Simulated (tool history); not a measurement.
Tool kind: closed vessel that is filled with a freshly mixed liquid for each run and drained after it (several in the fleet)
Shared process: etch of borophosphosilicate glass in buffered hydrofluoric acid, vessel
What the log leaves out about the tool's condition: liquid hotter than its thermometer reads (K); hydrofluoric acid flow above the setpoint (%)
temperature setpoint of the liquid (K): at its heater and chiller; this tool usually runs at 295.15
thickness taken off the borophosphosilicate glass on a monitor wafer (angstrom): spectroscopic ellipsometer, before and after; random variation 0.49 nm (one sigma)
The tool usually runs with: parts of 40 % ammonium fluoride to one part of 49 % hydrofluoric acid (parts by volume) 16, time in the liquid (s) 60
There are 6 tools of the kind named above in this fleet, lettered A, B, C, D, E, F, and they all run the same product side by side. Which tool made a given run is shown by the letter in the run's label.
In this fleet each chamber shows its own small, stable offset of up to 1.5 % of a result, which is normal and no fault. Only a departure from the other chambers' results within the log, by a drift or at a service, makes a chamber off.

| run | hour | temperature setpoint of the liquid (K) | parts of 40 % ammonium fluoride to one part of 49 % hydrofluoric acid (parts by volume) | time in the liquid (s) | hours since the thermometer was replaced | hours since the hydrofluoric acid flow meter was replaced | read-back film thickness of the borophosphosilicate glass reference wafer, read on the same gauge (nm) | thickness taken off the borophosphosilicate glass on a monitor wafer (angstrom) |
|---|---|---|---|---|---|---|---|---|
| 1F | 5.8 | 295.15 | 16 | 60 | 359.1 | 383.4 | 39.996 | 616.17 |
| 2B | 12.6 | 295.15 | 16 | 60 | 715.2 | 778.1 | 39.976 | 611.78 |
| 3E | 23.5 | 295.15 | 16 | 60 | 495.9 | 700.4 | 39.959 | 630.64 |
| 4D | 34.2 | 295.15 | 16 | 60 | 1675.4 | 2036 | 40.045 | 615.1 |
| 5C | 47.2 | 295.15 | 16 | 60 | 264.8 | 373.9 | 40.045 | 603.34 |
| 6A | 53.2 | 295.15 | 16 | 60 | 449.2 | 1684.7 | 40.003 | 619.03 |
| 7E | 60.6 | 295.15 | 16 | 60 | 533 | 737.5 | 40.017 | 618.11 |
| 8D | 70.2 | 295.15 | 16 | 40 | 1711.4 | 2072 | 40.001 | 413.14 |
| 9F | 81.1 | 295.15 | 16 | 40 | 434.4 | 458.7 | 39.974 | 411.99 |
| 10C | 88.3 | 295.15 | 16 | 40 | 305.9 | 415 | 39.979 | 403.44 |
| 11B | 95.4 | 295.15 | 16 | 40 | 798 | 860.9 | 40.022 | 411.18 |
| 12A | 104.7 | 295.15 | 16 | 40 | 500.7 | 1736.2 | 40.02 | 408.44 |
|  | 109.2 | chamber A: thermometer replaced |
| 13F | 117.5 | 295.15 | 16 | 40 | 470.8 | 495.1 | 40.031 | 416.2 |
| 14D | 126.4 | 295.15 | 16 | 60 | 1767.6 | 2128.2 | 40.029 | 611.94 |
| 15A | 132.8 | 295.15 | 16 | 60 | 23.6 | 1764.3 | 39.977 | 617.16 |
| 16E | 140.1 | 295.15 | 16 | 60 | 612.5 | 817 | 40.026 | 618.01 |
|  | 147.9 | chamber D: hydrofluoric acid flow meter replaced |
| 17C | 152.1 | 295.15 | 16 | 60 | 369.7 | 478.8 | 40.015 | 604.66 |
| 18B | 160.9 | 295.15 | 16 | 60 | 863.5 | 926.4 | 39.98 | 614.78 |
| 19D | 172.7 | 295.15 | 16 | 60 | 1813.9 | 24.8 | 40.018 | 620.63 |
| 20E | 179 | 295.15 | 16 | 60 | 651.4 | 855.9 | 40.03 | 632.29 |
| 21C | 189.3 | 295.15 | 16 | 60 | 406.9 | 516 | 40.021 | 610.12 |
| 22B | 197.1 | 295.15 | 16 | 90 | 899.7 | 962.6 | 39.987 | 916.34 |
|  | 201.9 | chamber D: thermometer replaced |
| 23A | 205.2 | 295.15 | 16 | 90 | 96 | 1836.7 | 39.987 | 921.95 |
|  | 209.5 | chamber F: thermometer replaced |
| 24F | 216.2 | 295.15 | 16 | 90 | 6.7 | 593.8 | 39.996 | 924.61 |
|  | 223.8 | chamber B: hydrofluoric acid flow meter replaced |
| 25C | 227 | 295.15 | 16 | 90 | 444.6 | 553.7 | 39.967 | 918.71 |
| 26A | 232.7 | 295.15 | 16 | 90 | 123.5 | 1864.2 | 40.029 | 925.25 |
| 27F | 239.8 | 295.15 | 16 | 90 | 30.3 | 617.4 | 39.993 | 910.14 |
| 28E | 246.3 | 295.15 | 16 | 60 | 718.7 | 923.2 | 40.004 | 661.2 |
| 29B | 253.5 | 295.15 | 16 | 60 | 956.1 | 29.8 | 39.983 | 610.95 |
| 30D | 260.6 | 295.15 | 16 | 60 | 58.8 | 112.7 | 40.014 | 614.62 |
| 31C | 270.1 | 295.15 | 16 | 60 | 487.7 | 596.8 | 39.981 | 617.04 |
| 32A | 282.5 | 295.15 | 16 | 60 | 173.3 | 1914 | 40.023 | 621.63 |
| 33E | 293.7 | 295.15 | 16 | 60 | 766.1 | 970.6 | 40.031 | 672.47 |
| 34F | 305.3 | 295.15 | 16 | 60 | 95.8 | 682.9 | 40.035 | 615.44 |
| 35B | 312.1 | 295.15 | 16 | 60 | 1014.7 | 88.4 | 40.026 | 606.56 |
| 36D | 317.8 | 295.15 | 16 | 60 | 116 | 169.9 | 39.98 | 617.84 |
| 37D | 327.8 | 295.15 | 16 | 60 | 126 | 179.9 | 40 | 619.24 |

Decide between three cases: one chamber stands off from its peers, the gauge reading all wafers drifts, or nothing is wrong past each chamber's small offset. Where a chamber is off, say which and what most likely put it there.

One chamber, E, drifts off from the rest bit by bit.
Cause: hydrofluoric acid flow above the setpoint (%) = 11.7.
The log may not separate it from: liquid hotter than its thermometer reads (K).

Chamber E could run next with any of the 4 candidate recipes listed below; each alters the usual settings, and their results appear as question marks. Which one brings its results back in line with what the other chambers deliver on the usual settings?
In-line tolerance around the mean of the other chambers on the usual settings: thickness taken off the borophosphosilicate glass on a monitor wafer (angstrom) 17
| 38E-1 | 337.1 | 295.15 | 17 | 60 |  |  |  | ? |
| 38E-2 | 337.1 | 295.65 | 15.5 | 60 |  |  |  | ? |
| 38E-3 | 337.1 | 295.15 | 15.5 | 65 |  |  |  | ? |
| 38E-4 | 337.1 | 294.65 | 16 | 55 |  |  |  | ? |

Usual-settings mean across the other chambers: thickness taken off the borophosphosilicate glass on a monitor wafer (angstrom) 615.13
| run | thickness taken off the borophosphosilicate glass on a monitor wafer (angstrom) |
|---|---|
| 38E-1 | 653.06 |
| 38E-2 | 736.23 |
| 38E-3 | 776.1 |
| 38E-4 | 618.96 |
It is 38E-4 that realigns the chamber with its peers.

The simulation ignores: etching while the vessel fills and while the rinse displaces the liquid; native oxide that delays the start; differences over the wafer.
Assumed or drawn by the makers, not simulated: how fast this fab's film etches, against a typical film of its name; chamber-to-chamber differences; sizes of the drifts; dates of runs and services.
